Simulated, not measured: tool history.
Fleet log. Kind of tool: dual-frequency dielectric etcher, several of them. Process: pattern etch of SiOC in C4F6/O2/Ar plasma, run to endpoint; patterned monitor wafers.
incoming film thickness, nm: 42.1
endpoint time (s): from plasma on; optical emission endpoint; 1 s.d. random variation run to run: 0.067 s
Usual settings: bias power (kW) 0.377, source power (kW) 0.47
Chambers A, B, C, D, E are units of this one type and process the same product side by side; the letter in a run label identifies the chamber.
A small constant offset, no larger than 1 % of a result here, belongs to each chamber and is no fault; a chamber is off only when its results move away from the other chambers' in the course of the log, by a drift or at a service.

run	day	bias power (kW)	source power (kW)	endpoint time (s)
1A	0.508	0.377	0.47	14.824
2D	0.812	0.377	0.47	14.744
# day 1.062: chamber C: wet clean of the chamber
3C	1.067	0.377	0.47	14.764
4E	1.504	0.377	0.47	14.662
5B	1.95	0.377	0.47	14.612
6C	2.35	0.377	0.47	14.7
7B	2.904	0.377	0.47	14.738
8A	3.425	0.377	0.47	14.807
9D	3.683	0.377	0.47	14.912
10E	4.042	0.377	0.47	14.761
11C	4.588	0.377	0.47	14.725
12B	5.154	0.377	0.47	14.688
13A	5.442	0.329	0.54	14.732
14E	5.908	0.329	0.54	14.639
15D	6.388	0.329	0.54	14.873
16A	6.658	0.329	0.54	14.677
# day 7.004: chamber A: wet clean of the chamber
17B	7.158	0.329	0.54	14.576
18E	7.629	0.377	0.47	14.704
19D	7.958	0.452	0.55	13.161
20C	8.45	0.452	0.55	13.045
21E	8.842	0.452	0.55	13.005
22A	9.142	0.452	0.55	13.494
23B	9.542	0.452	0.55	13.006
# day 9.95: chamber B: source power generator calibrated
24C	10.096	0.348	0.39	16.336
25D	10.592	0.348	0.39	16.508
26B	10.925	0.348	0.39	16.212
27C	11.338	0.348	0.39	16.346
28D	11.912	0.348	0.39	16.415
# day 12.2: chamber E: wet clean of the chamber
29A	12.2	0.377	0.47	15.362
30E	12.546	0.377	0.43	15.196
31D	12.875	0.377	0.43	15.465
32E	13.258	0.377	0.43	15.096
33A	13.512	0.377	0.43	15.805
34C	13.979	0.377	0.43	15.246
35B	14.304	0.377	0.47	14.615
36A	14.746	0.377	0.47	15.211
37B	15.175	0.377	0.47	14.63

Has any chamber moved away from the others, gradually or after a service, or does the common gauge drift, or do the chambers differ only by their own small steady offsets? State the chamber and the most likely cause if one applies.

Chamber A has stood off from the others ever since a service on it.
Cause: etch rate under this chamber's usual, % = 2.73.

Here are 4 candidates for chamber A's next run, each the usual settings with a change, their results left as question marks. Which one brings its results back in line with what the others give on the usual settings?
In-line tolerance around the mean of the other chambers on the usual settings: endpoint time (s) 0.23
38A-1	15.592	0.406	0.51	?
38A-2	15.592	0.312	0.47	?
38A-3	15.592	0.392	0.49	?
38A-4	15.592	0.362	0.45	?

Average result of the remaining chambers running the usual settings: endpoint time (s) 14.737
run	endpoint time (s)
38A-1	14.391
38A-2	16.265
38A-3	14.793
38A-4	15.713
It is 38A-3 that realigns the chamber with its peers.
